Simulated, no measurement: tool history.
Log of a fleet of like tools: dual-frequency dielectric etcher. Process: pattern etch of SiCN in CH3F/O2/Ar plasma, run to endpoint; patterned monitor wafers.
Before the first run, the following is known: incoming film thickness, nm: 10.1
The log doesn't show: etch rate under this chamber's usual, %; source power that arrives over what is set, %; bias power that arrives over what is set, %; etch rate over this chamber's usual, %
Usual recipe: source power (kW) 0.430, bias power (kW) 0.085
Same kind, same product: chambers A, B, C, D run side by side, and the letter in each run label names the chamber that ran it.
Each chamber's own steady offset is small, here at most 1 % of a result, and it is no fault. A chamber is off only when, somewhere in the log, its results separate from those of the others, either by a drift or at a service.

run   hour  source power (kW)  bias power (kW)  hours since the last wet clean  hours since the last source power generator calibration  hours since the last bias power generator calibration  endpoint time (s)
       2.2  -- chamber D: source power generator calibrated
 1D    3.7              0.430            0.085                            63.7                                                      1.5                                                 1365.0             24.970
 2C    8.8              0.430            0.085                           310.0                                                     23.2                                                 2693.5             24.620
 3B   12.2              0.430            0.085                            56.7                                                    865.6                                                 2145.7             24.732
 4A   15.6              0.430            0.085                            82.1                                                    216.2                                                 1195.9             24.592
 5C   20.9              0.430            0.085                           322.1                                                     35.3                                                 2705.6             24.774
 6B   23.5              0.430            0.085                            68.0                                                    876.9                                                 2157.0             24.893
 7D   28.5              0.430            0.076                            88.5                                                     26.3                                                 1389.8             25.866
 8A   33.2              0.430            0.076                            99.7                                                    233.8                                                 1213.5             25.509
 9A   36.8              0.430            0.076                           103.3                                                    237.4                                                 1217.1             25.545
10C   42.2              0.430            0.076                           343.4                                                     56.6                                                 2726.9             25.935
      44.7  -- chamber C: wet clean of the chamber
11B   48.1              0.430            0.085                            92.6                                                    901.5                                                 2181.6             24.883
12D   53.7              0.430            0.085                           113.7                                                     51.5                                                 1415.0             25.123
13D   59.5              0.430            0.085                           119.5                                                     57.3                                                 1420.8             24.697
14A   64.8              0.430            0.085                           131.3                                                    265.4                                                 1245.1             24.830
15B   69.5              0.510            0.104                           114.0                                                    922.9                                                 2203.0             21.699
16C   74.2              0.510            0.104                            29.5                                                     88.6                                                 2758.9             21.337
17B   77.8              0.510            0.104                           122.3                                                    931.2                                                 2211.3             21.702
18D   82.6              0.510            0.104                           142.6                                                     80.4                                                 1443.9             21.708
19C   86.1              0.430            0.085                            41.4                                                    100.5                                                 2770.8             24.533
20A   90.1              0.430            0.085                           156.6                                                    290.7                                                 1270.4             24.740
21A   95.0              0.430            0.085                           161.5                                                    295.6                                                 1275.3             24.400
22B   98.4              0.430            0.085                           142.9                                                    951.8                                                 2231.9             24.518
23C  102.3              0.430            0.085                            57.6                                                    116.7                                                 2787.0             24.548
24D  105.7              0.430            0.085                           165.7                                                    103.5                                                 1467.0             24.869
25C  108.4              0.430            0.085                            63.7                                                    122.8                                                 2793.1             24.671
26A  112.6              0.430            0.085                           179.1                                                    313.2                                                 1292.9             24.814
27D  115.1              0.430            0.085                           175.1                                                    112.9                                                 1476.4             25.144
28B  120.0              0.430            0.077                           164.5                                                    973.4                                                 2253.5             25.708
29A  122.8              0.430            0.077                           189.3                                                    323.4                                                 1303.1             25.237
30D  126.1              0.430            0.077                           186.1                                                    123.9                                                 1487.4             25.730
31C  131.3              0.430            0.077                            86.6                                                    145.7                                                 2816.0             25.460
32B  136.7              0.380            0.074                           181.2                                                    990.1                                                 2270.2             27.466
33C  142.2              0.380            0.074                            97.5                                                    156.6                                                 2826.9             26.980
34D  146.9              0.380            0.074                           206.9                                                    144.7                                                 1508.2             27.630
35B  150.6              0.380            0.074                           195.1                                                   1004.0                                                 2284.1             27.334

Is one chamber out of step, is the gauge drifting, or do the chambers differ by no more than their own small offsets? For an off chamber, give its letter and the likeliest cause.

Beyond each chamber's small constant offset nothing stands out, and the gauge stays steady.
